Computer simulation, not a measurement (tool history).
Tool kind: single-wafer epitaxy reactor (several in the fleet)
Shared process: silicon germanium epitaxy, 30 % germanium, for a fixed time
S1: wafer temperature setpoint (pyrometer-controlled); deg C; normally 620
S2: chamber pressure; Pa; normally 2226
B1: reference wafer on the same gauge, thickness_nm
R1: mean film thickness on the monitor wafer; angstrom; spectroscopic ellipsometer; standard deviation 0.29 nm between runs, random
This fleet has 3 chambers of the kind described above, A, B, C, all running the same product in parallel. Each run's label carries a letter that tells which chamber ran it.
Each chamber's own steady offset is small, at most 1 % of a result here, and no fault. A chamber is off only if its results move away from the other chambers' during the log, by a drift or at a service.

Run 1C, hour 3.5: usual settings; B1 68.115. Result: R1 786.47 angstrom.
Run 2A, hour 7.1: usual settings; B1 68.159. Result: R1 790.02 angstrom.
Run 3B, hour 10.9: usual settings; B1 68.111. Result: R1 780.02 angstrom.
Run 4A, hour 14.7: usual settings; B1 68.119. Result: R1 791.15 angstrom.
Run 5B, hour 17.1: usual settings; B1 68.077. Result: R1 782.35 angstrom.
Run 6C, hour 19.4: usual settings; B1 68.101. Result: R1 788.83 angstrom.
Run 7B, hour 21.7: usual settings but S1 631 deg C, S2 2546 Pa; B1 68.1. Result: R1 1006.5 angstrom.
Run 8A, hour 25.1: usual settings but S1 631 deg C, S2 2546 Pa; B1 68.02. Result: R1 1008.3 angstrom.
Run 9C, hour 27: usual settings but S1 631 deg C, S2 2546 Pa; B1 68.114. Result: R1 1004.2 angstrom.
Run 10C, hour 30.5: usual settings; B1 68.12. Result: R1 779.85 angstrom.
Run 11B, hour 32.9: usual settings; B1 68.099. Result: R1 781.91 angstrom.
Run 12A, hour 35.3: usual settings; B1 68.037. Result: R1 789.35 angstrom.
At hour 35.4: chamber A: pyrometer calibrated.
Run 13B, hour 39.2: usual settings; B1 68.046. Result: R1 781.92 angstrom.
Run 14A, hour 42.5: usual settings; B1 68.089. Result: R1 751.74 angstrom.
Run 15C, hour 45.4: usual settings; B1 68.148. Result: R1 783.52 angstrom.
Run 16C, hour 47.3: usual settings; B1 68.045. Result: R1 784.6 angstrom.
Run 17A, hour 49.2: usual settings but S2 1733 Pa; B1 68.098. Result: R1 679.67 angstrom.
Run 18B, hour 51.7: usual settings but S2 1733 Pa; B1 68.139. Result: R1 708.44 angstrom.
Run 19C, hour 54: usual settings but S2 1733 Pa; B1 68.112. Result: R1 712.6 angstrom.
Run 20A, hour 56.3: usual settings; B1 68.121. Result: R1 751.27 angstrom.
Run 21B, hour 58.6: usual settings; B1 68.083. Result: R1 783.07 angstrom.
Run 22C, hour 61.9: usual settings; B1 68.132. Result: R1 790.32 angstrom.
Run 23B, hour 65.3: usual settings; B1 68.137. Result: R1 781.38 angstrom.
Run 24A, hour 68.1: usual settings; B1 68.036. Result: R1 749.88 angstrom.
Run 25A, hour 70.7: usual settings; B1 68.151. Result: R1 756.26 angstrom.
Run 26C, hour 74.1: usual settings but S1 625 deg C, S2 2013 Pa; B1 68.119. Result: R1 820.39 angstrom.
Run 27B, hour 76.1: usual settings but S1 625 deg C, S2 2013 Pa; B1 68.12. Result: R1 821.21 angstrom.
Run 28C, hour 79.1: usual settings but S1 625 deg C, S2 2013 Pa; B1 68.099. Result: R1 825.36 angstrom.
Run 29B, hour 83: usual settings; B1 68.043. Result: R1 779.5 angstrom.
Run 30A, hour 85.3: usual settings; B1 68.107. Result: R1 751.62 angstrom.
Run 31B, hour 87.8: usual settings; B1 68.095. Result: R1 787.53 angstrom.
Run 32C, hour 90.1: usual settings; B1 68.181. Result: R1 785.25 angstrom.
Run 33A, hour 92.5: usual settings; B1 68.139. Result: R1 746.3 angstrom.
Run 34C, hour 96.5: usual settings; B1 68.085. Result: R1 784.99 angstrom.
Run 35B, hour 100.5: usual settings; B1 68.035. Result: R1 779.16 angstrom.
Run 36A, hour 103.8: usual settings; B1 68.044. Result: R1 752.34 angstrom.
Run 37C, hour 107.5: usual settings; B1 68.131. Result: R1 783.36 angstrom.

All chambers now run identical settings, listed one chamber a line with results as question marks. What results will each chamber show?
Run 38A, hour 110.5: usual settings. Result: R1 ?.
Run 38B, hour 110.5: usual settings. Result: R1 ?.
Run 38C, hour 110.5: usual settings. Result: R1 ?.

run      R1
38A  747.91
38B  785.15
38C  784.47
